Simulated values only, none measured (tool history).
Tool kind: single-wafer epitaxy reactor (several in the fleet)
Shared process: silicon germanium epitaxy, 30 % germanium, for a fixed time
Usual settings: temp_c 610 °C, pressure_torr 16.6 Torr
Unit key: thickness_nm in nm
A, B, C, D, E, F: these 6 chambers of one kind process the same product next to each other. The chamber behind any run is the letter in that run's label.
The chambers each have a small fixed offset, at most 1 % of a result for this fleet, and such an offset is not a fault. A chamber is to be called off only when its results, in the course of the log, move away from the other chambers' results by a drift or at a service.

| run | hour | temp_c | pressure_torr | hours since the last pyrometer calibration | hours since the last manometer calibration | read-back reference wafer on the same gauge, thickness_nm | thickness_nm |
|---|---|---|---|---|---|---|---|
|  | 0.5 | chamber F: pyrometer calibrated |
| 1C | 8.3 | 610 | 16.6 | 2201.7 | 825.3 | 70.813 | 64.940 |
| 2F | 15.4 | 610 | 16.6 | 14.9 | 566.5 | 70.800 | 65.762 |
| 3B | 22.1 | 610 | 16.6 | 533.4 | 315.0 | 70.821 | 65.788 |
| 4A | 32.6 | 610 | 16.6 | 1475.4 | 606.3 | 70.817 | 65.924 |
| 5D | 41.4 | 610 | 16.6 | 805.6 | 1012.8 | 70.824 | 65.976 |
|  | 45.7 | chamber D: capacitance manometer re-zeroed and calibrated |
| 6E | 48.2 | 610 | 19.9 | 1826.5 | 297.3 | 70.839 | 70.690 |
|  | 53.4 | chamber A: pyrometer calibrated |
| 7A | 57.0 | 610 | 19.9 | 3.7 | 630.7 | 70.861 | 70.650 |
| 8F | 65.8 | 610 | 19.9 | 65.3 | 616.9 | 70.846 | 70.644 |
| 9D | 74.9 | 610 | 19.9 | 839.1 | 29.3 | 70.853 | 71.093 |
| 10E | 83.4 | 610 | 19.9 | 1861.7 | 332.5 | 70.877 | 70.664 |
| 11B | 95.4 | 610 | 19.9 | 606.7 | 388.3 | 70.883 | 70.833 |
| 12C | 101.9 | 610 | 16.6 | 2295.3 | 918.9 | 70.874 | 65.117 |
| 13C | 114.6 | 610 | 16.6 | 2308.0 | 931.6 | 70.873 | 65.033 |
| 14A | 126.5 | 610 | 16.6 | 73.2 | 700.2 | 70.890 | 65.721 |
| 15F | 136.1 | 610 | 16.6 | 135.6 | 687.2 | 70.910 | 65.706 |
| 16E | 143.2 | 610 | 16.6 | 1921.5 | 392.3 | 70.923 | 65.724 |
| 17D | 156.3 | 610 | 16.6 | 920.5 | 110.7 | 70.916 | 66.129 |
| 18B | 168.8 | 610 | 16.6 | 680.1 | 461.7 | 70.931 | 65.726 |
| 19F | 181.2 | 610 | 16.6 | 180.7 | 732.3 | 70.942 | 65.799 |
| 20B | 192.5 | 610 | 16.6 | 703.8 | 485.4 | 70.930 | 65.766 |
| 21C | 202.4 | 610 | 16.6 | 2395.8 | 1019.4 | 70.927 | 65.108 |
| 22E | 216.2 | 610 | 16.6 | 1994.5 | 465.3 | 70.970 | 65.817 |
| 23D | 223.6 | 599 | 16.6 | 987.8 | 178.0 | 70.980 | 54.171 |
| 24A | 237.6 | 599 | 16.6 | 184.3 | 811.3 | 70.986 | 53.884 |
| 25F | 251.4 | 599 | 16.6 | 250.9 | 802.5 | 71.005 | 53.993 |
| 26A | 262.1 | 599 | 16.6 | 208.8 | 835.8 | 70.998 | 53.978 |
| 27B | 271.9 | 599 | 16.6 | 783.2 | 564.8 | 70.994 | 54.179 |
| 28D | 281.4 | 599 | 16.6 | 1045.6 | 235.8 | 71.028 | 54.253 |
|  | 293.0 | chamber E: pyrometer calibrated |
| 29E | 294.4 | 610 | 16.6 | 1.4 | 543.5 | 71.023 | 65.847 |
| 30C | 305.6 | 610 | 16.6 | 2499.0 | 1122.6 | 71.028 | 65.184 |
| 31E | 315.2 | 610 | 16.6 | 22.2 | 564.3 | 71.035 | 65.847 |
| 32B | 323.6 | 623 | 13.4 | 834.9 | 616.5 | 71.033 | 75.982 |
| 33D | 331.6 | 623 | 13.4 | 1095.8 | 286.0 | 71.051 | 76.241 |
| 34A | 345.3 | 623 | 13.4 | 292.0 | 919.0 | 71.068 | 76.257 |
| 35C | 358.7 | 623 | 13.4 | 2552.1 | 1175.7 | 71.084 | 75.726 |
| 36F | 365.2 | 623 | 13.4 | 364.7 | 916.3 | 71.095 | 75.895 |
| 37F | 376.8 | 623 | 13.4 | 376.3 | 927.9 | 71.092 | 75.978 |

All 6 chambers run these settings next. Forecast each chamber's results:
| 38A | 386.9 | 610 | 16.6 |  |  |  | ? |
| 38B | 386.9 | 610 | 16.6 |  |  |  | ? |
| 38C | 386.9 | 610 | 16.6 |  |  |  | ? |
| 38D | 386.9 | 610 | 16.6 |  |  |  | ? |
| 38E | 386.9 | 610 | 16.6 |  |  |  | ? |
| 38F | 386.9 | 610 | 16.6 |  |  |  | ? |

| run | thickness_nm |
|---|---|
| 38A | 66.149 |
| 38B | 65.919 |
| 38C | 65.340 |
| 38D | 66.239 |
| 38E | 65.918 |
| 38F | 66.031 |
